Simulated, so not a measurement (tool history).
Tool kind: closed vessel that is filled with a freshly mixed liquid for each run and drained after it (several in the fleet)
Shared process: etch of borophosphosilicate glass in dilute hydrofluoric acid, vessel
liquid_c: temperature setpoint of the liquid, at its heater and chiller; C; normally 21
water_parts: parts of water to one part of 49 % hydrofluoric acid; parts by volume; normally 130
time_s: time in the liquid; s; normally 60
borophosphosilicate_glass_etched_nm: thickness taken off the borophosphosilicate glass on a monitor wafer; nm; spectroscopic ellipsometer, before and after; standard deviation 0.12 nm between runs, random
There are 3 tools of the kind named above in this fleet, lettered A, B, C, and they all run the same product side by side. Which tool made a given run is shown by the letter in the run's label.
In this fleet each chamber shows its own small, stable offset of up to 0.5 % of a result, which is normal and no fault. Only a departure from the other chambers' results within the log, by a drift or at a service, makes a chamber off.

| run | day | liquid_c | water_parts | time_s | hours since the thermometer was replaced | hours since the hydrofluoric acid flow meter was replaced | read-back film thickness of the borophosphosilicate glass reference wafer, read on the same gauge (nm) | borophosphosilicate_glass_etched_nm |
|---|---|---|---|---|---|---|---|---|
| 1B | 0.333 | 21 | 130 | 60 | 778.4 | 89.5 | 39.989 | 15.563 |
| 2C | 0.496 | 21 | 130 | 60 | 540.2 | 395.0 | 39.958 | 15.609 |
| 3A | 0.729 | 21 | 130 | 60 | 1836.3 | 189.4 | 40.020 | 15.692 |
| 4C | 1.029 | 21 | 130 | 60 | 553.0 | 407.8 | 39.975 | 15.705 |
| 5B | 1.325 | 21 | 130 | 60 | 802.2 | 113.3 | 40.036 | 15.686 |
| 6A | 1.658 | 21 | 130 | 60 | 1858.6 | 211.7 | 39.994 | 16.167 |
| 7C | 1.808 | 21 | 70 | 60 | 571.7 | 426.5 | 39.990 | 31.343 |
| 8B | 2.058 | 21 | 70 | 60 | 819.8 | 130.9 | 39.973 | 30.891 |
| 9A | 2.371 | 21 | 70 | 60 | 1875.7 | 228.8 | 39.940 | 31.835 |
| 10B | 2.550 | 21 | 130 | 60 | 831.6 | 142.7 | 40.001 | 15.653 |
| 11C | 2.862 | 21 | 130 | 60 | 597.0 | 451.8 | 40.016 | 15.864 |
| 12A | 3.121 | 21 | 130 | 60 | 1893.7 | 246.8 | 40.021 | 16.090 |
| 13A | 3.333 | 21 | 130 | 60 | 1898.8 | 251.9 | 40.033 | 16.300 |
| 14B | 3.667 | 21 | 130 | 60 | 858.4 | 169.5 | 39.999 | 15.772 |
| 15C | 3.892 | 21 | 130 | 60 | 621.7 | 476.5 | 39.967 | 15.714 |
| 16B | 4.146 | 21 | 130 | 60 | 869.9 | 181.0 | 39.987 | 15.740 |
| 17A | 4.304 | 21 | 130 | 60 | 1922.1 | 275.2 | 39.998 | 16.482 |
| 18C | 4.533 | 21 | 130 | 60 | 637.1 | 491.9 | 39.993 | 15.868 |
| 19B | 4.871 | 21 | 130 | 60 | 887.3 | 198.4 | 39.979 | 15.813 |
| 20A | 5.062 | 21 | 130 | 60 | 1940.3 | 293.4 | 40.039 | 16.591 |
| 21C | 5.288 | 18 | 130 | 95 | 655.2 | 510.0 | 40.020 | 21.682 |
| 22A | 5.529 | 18 | 130 | 95 | 1951.5 | 304.6 | 39.998 | 23.127 |
| 23B | 5.854 | 18 | 130 | 95 | 910.9 | 222.0 | 40.035 | 22.377 |
| 24C | 6.188 | 21 | 130 | 60 | 676.8 | 531.6 | 40.005 | 15.763 |
| 25C | 6.392 | 21 | 130 | 60 | 681.7 | 536.5 | 39.965 | 15.573 |
| 26B | 6.625 | 21 | 130 | 60 | 929.4 | 240.5 | 40.005 | 15.676 |
| 27A | 6.779 | 21 | 130 | 60 | 1981.5 | 334.6 | 40.028 | 16.776 |
| 28B | 7.021 | 21 | 130 | 60 | 938.9 | 250.0 | 39.991 | 16.039 |
| 29A | 7.296 | 21 | 130 | 60 | 1993.9 | 347.0 | 39.990 | 16.812 |
| 30C | 7.479 | 21 | 130 | 60 | 707.8 | 562.6 | 40.007 | 15.671 |
| 31B | 7.800 | 21 | 130 | 60 | 957.6 | 268.7 | 40.041 | 15.660 |
| 32A | 8.033 | 21 | 130 | 60 | 2011.6 | 364.7 | 40.018 | 17.006 |
| 33C | 8.371 | 21 | 130 | 60 | 729.2 | 584.0 | 39.925 | 15.858 |

One chamber off, gauge drift, or nothing amiss beyond the chambers' own small offsets? If it is a chamber, which one, and what is the likeliest cause?

Little by little, chamber A moves away from the other chambers.
Likeliest cause: hydrofluoric acid flow above the setpoint (%) = 6.48.
The log might look much the same if the cause were instead: liquid hotter than its thermometer reads (K).

Below are 4 candidate recipes for chamber A's next run, each the usual settings with a change, their results shown as question marks. Which of them brings A's results back in line with what the other chambers give on the usual settings?
Counts as in line when no further than this from what the other chambers average on the usual settings: borophosphosilicate_glass_etched_nm 0.410 nm
| 34A-1 | 8.617 | 21.0 | 140 | 60 |  |  |  | ? |
| 34A-2 | 8.617 | 21.0 | 130 | 65 |  |  |  | ? |
| 34A-3 | 8.617 | 24.5 | 130 | 60 |  |  |  | ? |
| 34A-4 | 8.617 | 20.5 | 145 | 60 |  |  |  | ? |

On the usual settings, the other chambers give on average: borophosphosilicate_glass_etched_nm 15.763 nm
| run | borophosphosilicate_glass_etched_nm |
|---|---|
| 34A-1 | 15.596 |
| 34A-2 | 18.363 |
| 34A-3 | 19.444 |
| 34A-4 | 14.695 |
34A-1 brings the chamber back in line.

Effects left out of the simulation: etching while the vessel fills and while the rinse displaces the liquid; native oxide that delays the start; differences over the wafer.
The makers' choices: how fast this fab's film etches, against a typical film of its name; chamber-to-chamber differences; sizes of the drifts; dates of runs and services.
